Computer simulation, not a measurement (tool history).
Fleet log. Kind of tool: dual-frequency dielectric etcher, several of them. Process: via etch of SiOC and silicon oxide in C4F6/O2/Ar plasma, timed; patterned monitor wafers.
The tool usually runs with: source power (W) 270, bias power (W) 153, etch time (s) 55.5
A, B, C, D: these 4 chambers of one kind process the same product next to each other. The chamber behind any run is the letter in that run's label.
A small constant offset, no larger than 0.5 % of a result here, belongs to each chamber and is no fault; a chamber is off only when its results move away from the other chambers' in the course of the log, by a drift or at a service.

run,hour,source power (W),bias power (W),etch time (s),hours since the last wet clean,hours since the last source power generator calibration,hours since the last bias power generator calibration,"read-back reference wafer on the same gauge, depth_nm",mean etch depth across the wafer (Å)
1D,10.3,270,153,55.5,317.1,1757.9,956.6,54.385,513.79
2C,19.5,270,153,55.5,375.5,1395.1,483.2,54.405,511.37
3A,28.0,270,153,55.5,440.9,156.1,1111.5,54.355,506.45
# hour 28.1: chamber A: wet clean of the chamber
4B,33.7,270,153,55.5,184.4,3340.7,2262.9,54.431,507.06
5A,39.4,270,153,55.5,11.3,167.5,1122.9,54.412,509.74
6D,46.5,270,153,55.5,353.3,1794.1,992.8,54.409,512.71
7B,54.2,270,153,55.5,204.9,3361.2,2283.4,54.381,513.20
8C,62.1,330,153,55.5,418.1,1437.7,525.8,54.421,551.10
9A,69.9,330,153,55.5,41.8,198.0,1153.4,54.385,557.06
# hour 71.9: chamber C: wet clean of the chamber
10C,77.1,330,153,55.5,5.2,1452.7,540.8,54.401,577.36
11B,85.7,330,153,55.5,236.4,3392.7,2314.9,54.426,546.13
12D,95.2,270,153,55.5,402.0,1842.8,1041.5,54.388,512.83
13B,103.8,270,153,55.5,254.5,3410.8,2333.0,54.381,509.86
# hour 106.0: chamber D: wet clean of the chamber
14A,115.1,270,153,55.5,87.0,243.2,1198.6,54.369,510.92
15D,121.5,270,153,55.5,15.6,1869.1,1067.8,54.407,511.17
16C,131.3,270,153,55.5,59.4,1506.9,595.0,54.414,530.67
17B,139.9,270,153,55.5,290.6,3446.9,2369.1,54.389,507.39
18C,147.7,270,153,55.5,75.8,1523.3,611.4,54.366,533.13
19D,154.2,270,153,55.5,48.3,1901.8,1100.5,54.450,512.09
20A,160.1,330,153,55.5,132.0,288.2,1243.6,54.364,552.38
21C,165.6,330,153,55.5,93.7,1541.2,629.3,54.436,576.62
22A,173.1,330,153,55.5,145.0,301.2,1256.6,54.369,552.49
23D,180.5,330,153,55.5,74.6,1928.1,1126.8,54.420,557.40
24B,190.7,270,153,55.5,341.4,3497.7,2419.9,54.375,507.83
25D,197.8,270,153,55.5,91.9,1945.4,1144.1,54.447,513.33
26C,205.2,270,153,55.5,133.3,1580.8,668.9,54.373,531.84

All 4 chambers run these settings next. Forecast each chamber's results:
27A,213.3,310,153,55.5,,,,,?
27B,213.3,310,153,55.5,,,,,?
27C,213.3,310,153,55.5,,,,,?
27D,213.3,310,153,55.5,,,,,?

run,mean etch depth across the wafer (Å)
27A,538.85
27B,539.62
27C,563.27
27D,540.49
